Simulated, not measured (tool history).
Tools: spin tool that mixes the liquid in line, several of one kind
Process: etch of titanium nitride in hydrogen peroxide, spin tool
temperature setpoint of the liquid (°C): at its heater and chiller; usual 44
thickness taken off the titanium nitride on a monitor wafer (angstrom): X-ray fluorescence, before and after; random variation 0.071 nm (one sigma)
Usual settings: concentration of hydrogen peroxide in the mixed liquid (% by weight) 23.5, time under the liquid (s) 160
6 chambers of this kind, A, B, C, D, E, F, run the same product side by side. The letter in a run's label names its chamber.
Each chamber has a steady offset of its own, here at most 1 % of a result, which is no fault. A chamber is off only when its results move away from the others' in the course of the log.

run   hour  temperature setpoint of the liquid (°C)  concentration of hydrogen peroxide in the mixed liquid (% by weight)  time under the liquid (s)  hours since the thermometer was replaced  hours since the peroxide flow meter was replaced  hours since the heated supply line was repaired  hours since the drum of peroxide was connected  read-back film thickness of the titanium nitride reference wafer, read on the same gauge (nm)  thickness taken off the titanium nitride on a monitor wafer (angstrom)
 1E    5.9                                       44                                                                  23.5                        160                                    1009.2                                            1082.2                                            218.6                                           545.6                                                                                         60.021                                                                  77.774
 2A     17                                       44                                                                  23.5                        160                                       858                                             397.6                                            517.8                                             140                                                                                          60.06                                                                  77.124
      17.8  -- chamber D: thermometer replaced
      17.9  -- chamber C: new drum of peroxide connected
 3C   22.7                                       44                                                                  23.5                        160                                     218.4                                            1935.9                                             2532                                             4.8                                                                                         59.995                                                                  77.472
        24  -- chamber B: peroxide flow meter replaced
 4D   29.8                                       44                                                                  23.5                        160                                      12.1                                             858.9                                           1331.8                                           115.1                                                                                         59.985                                                                  76.788
 5B   40.9                                       44                                                                  23.5                        160                                     478.2                                                17                                           2001.5                                           176.3                                                                                         60.013                                                                  77.051
 6F   47.9                                       44                                                                  23.5                        160                                     783.9                                             872.3                                           1170.7                                             563                                                                                         60.012                                                                  78.862
 7C   57.2                                       44                                                                  23.5                        160                                     252.9                                            1970.4                                           2566.5                                            39.3                                                                                          60.02                                                                  77.986
 8B   65.8                                       44                                                                  23.5                        110                                     503.1                                              41.9                                           2026.4                                           201.2                                                                                         59.971                                                                  53.647
 9D   74.3                                       44                                                                  23.5                        110                                      56.6                                             903.4                                           1376.3                                           159.6                                                                                         59.997                                                                  53.314
10F   86.9                                       44                                                                  23.5                        110                                     822.9                                             911.3                                           1209.7                                             602                                                                                         60.024                                                                   53.31
      91.7  -- chamber D: heated supply line repaired
11A   94.1                                       44                                                                  23.5                        110                                     935.1                                             474.7                                            594.9                                           217.1                                                                                         60.008                                                                  54.144
12E  105.5                                       44                                                                  23.5                        110                                    1108.8                                            1181.8                                            318.2                                           645.2                                                                                         60.017                                                                  53.375
13E  117.9                                       44                                                                  23.5                        110                                    1121.2                                            1194.2                                            330.6                                           657.6                                                                                          59.97                                                                  53.437
14F  128.8                                       44                                                                  23.5                        160                                     864.8                                             953.2                                           1251.6                                           643.9                                                                                         60.005                                                                  77.693
15A  140.4                                       44                                                                  29.5                        160                                     981.4                                               521                                            641.2                                           263.4                                                                                         60.017                                                                  82.069
16C  150.4                                       44                                                                  29.5                        160                                     346.1                                            2063.6                                           2659.7                                           132.5                                                                                         59.982                                                                   84.93
17D  157.5                                       44                                                                  29.5                        160                                     139.8                                             986.6                                             65.8                                           242.8                                                                                         59.986                                                                  80.808
     161.1  -- chamber E: peroxide flow meter replaced
18B  166.3                                       44                                                                  29.5                        160                                     603.6                                             142.4                                           2126.9                                           301.7                                                                                         60.035                                                                  81.833
19E  172.6                                       44                                                                  29.5                        160                                    1175.9                                              11.6                                            385.3                                           712.3                                                                                         59.987                                                                  80.347
20A  183.9                                       44                                                                  29.5                        160                                    1024.9                                             564.5                                            684.7                                           306.9                                                                                         59.986                                                                  80.571
21F  190.3                                       44                                                                  23.5                        160                                     926.3                                            1014.7                                           1313.1                                           705.4                                                                                         59.991                                                                  77.917
22D  201.5                                       44                                                                  23.5                        160                                     183.8                                            1030.6                                            109.8                                           286.8                                                                                          59.98                                                                  77.809
23B    208                                       44                                                                  23.5                        160                                     645.3                                             184.1                                           2168.6                                           343.4                                                                                         59.962                                                                  76.578
     212.2  -- chamber D: new drum of peroxide connected
24C  218.5                                       44                                                                  23.5                        160                                     414.2                                            2131.7                                           2727.8                                           200.6                                                                                         60.017                                                                  81.226
25B  230.7                                       44                                                                  23.5                        160                                       668                                             206.8                                           2191.3                                           366.1                                                                                         60.036                                                                  77.751
26E  237.4                                       44                                                                  23.5                        160                                    1240.7                                              76.4                                            450.1                                           777.1                                                                                         60.016                                                                  78.154
27A  249.7                                       44                                                                  23.5                        160                                    1090.7                                             630.3                                            750.5                                           372.7                                                                                         59.972                                                                  77.269
28D  259.4                                       44                                                                  23.5                        160                                     241.7                                            1088.5                                            167.7                                            47.2                                                                                         59.954                                                                  77.868
29F  271.7                                       44                                                                  23.5                        160                                    1007.7                                            1096.1                                           1394.5                                           786.8                                                                                         60.032                                                                   78.94
30C    280                                       44                                                                  23.5                        160                                     475.7                                            2193.2                                           2789.3                                           262.1                                                                                         59.981                                                                  82.595
31A  288.7                                       44                                                                  23.5                        160                                    1129.7                                             669.3                                            789.5                                           411.7                                                                                         59.999                                                                  77.319
32D  297.5                                       44                                                                  23.5                        160                                     279.8                                            1126.6                                            205.8                                            85.3                                                                                         59.981                                                                  77.213
33C  307.7                                       44                                                                  23.5                        160                                     503.4                                            2220.9                                             2817                                           289.8                                                                                         60.033                                                                  85.009
34E    315                                       44                                                                  23.5                        160                                    1318.3                                               154                                            527.7                                           854.7                                                                                         60.013                                                                  76.407
35F  322.9                                       44                                                                  23.5                        160                                    1058.9                                            1147.3                                           1445.7                                             838                                                                                         60.004                                                                  77.832
36B  333.3                                       44                                                                  23.5                        160                                     770.6                                             309.4                                           2293.9                                           468.7                                                                                         59.962                                                                  76.869
37C  339.3                                       44                                                                  23.5                        160                                       535                                            2252.5                                           2848.6                                           321.4                                                                                         59.996                                                                  86.181

What goes on in this fleet: one chamber off, a drifting gauge, or nothing beyond the chambers' own small offsets? Name the chamber and the cause, if any.

Chamber C drifts away from the others.
Cause: liquid hotter than its thermometer reads (K) = 1.23.

Here are 4 candidates for chamber C's next run, each the usual settings with a change, their results left as question marks. Which one brings its results back in line with what the others give on the usual settings?
In line means no further than this from the other chambers' mean on the usual settings: thickness taken off the titanium nitride on a monitor wafer (angstrom) 2.5
38C-1  348.3                                       44                                                                  23.5                        175                                                                                                                                                                                                                                                                                                                                                                   ?
38C-2  348.3                                       44                                                                  16.5                        160                                                                                                                                                                                                                                                                                                                                                                   ?
38C-3  348.3                                     44.5                                                                  23.5                        160                                                                                                                                                                                                                                                                                                                                                                   ?
38C-4  348.3                                     43.5                                                                  23.5                        160                                                                                                                                                                                                                                                                                                                                                                   ?

The other chambers' mean on the usual settings: thickness taken off the titanium nitride on a monitor wafer (angstrom) 77.457
  run  thickness taken off the titanium nitride on a monitor wafer (angstrom)
38C-1                                                                  92.987
38C-2                                                                   78.71
38C-3                                                                  88.236
38C-4                                                                  81.904
38C-2 brings the chamber back in line.
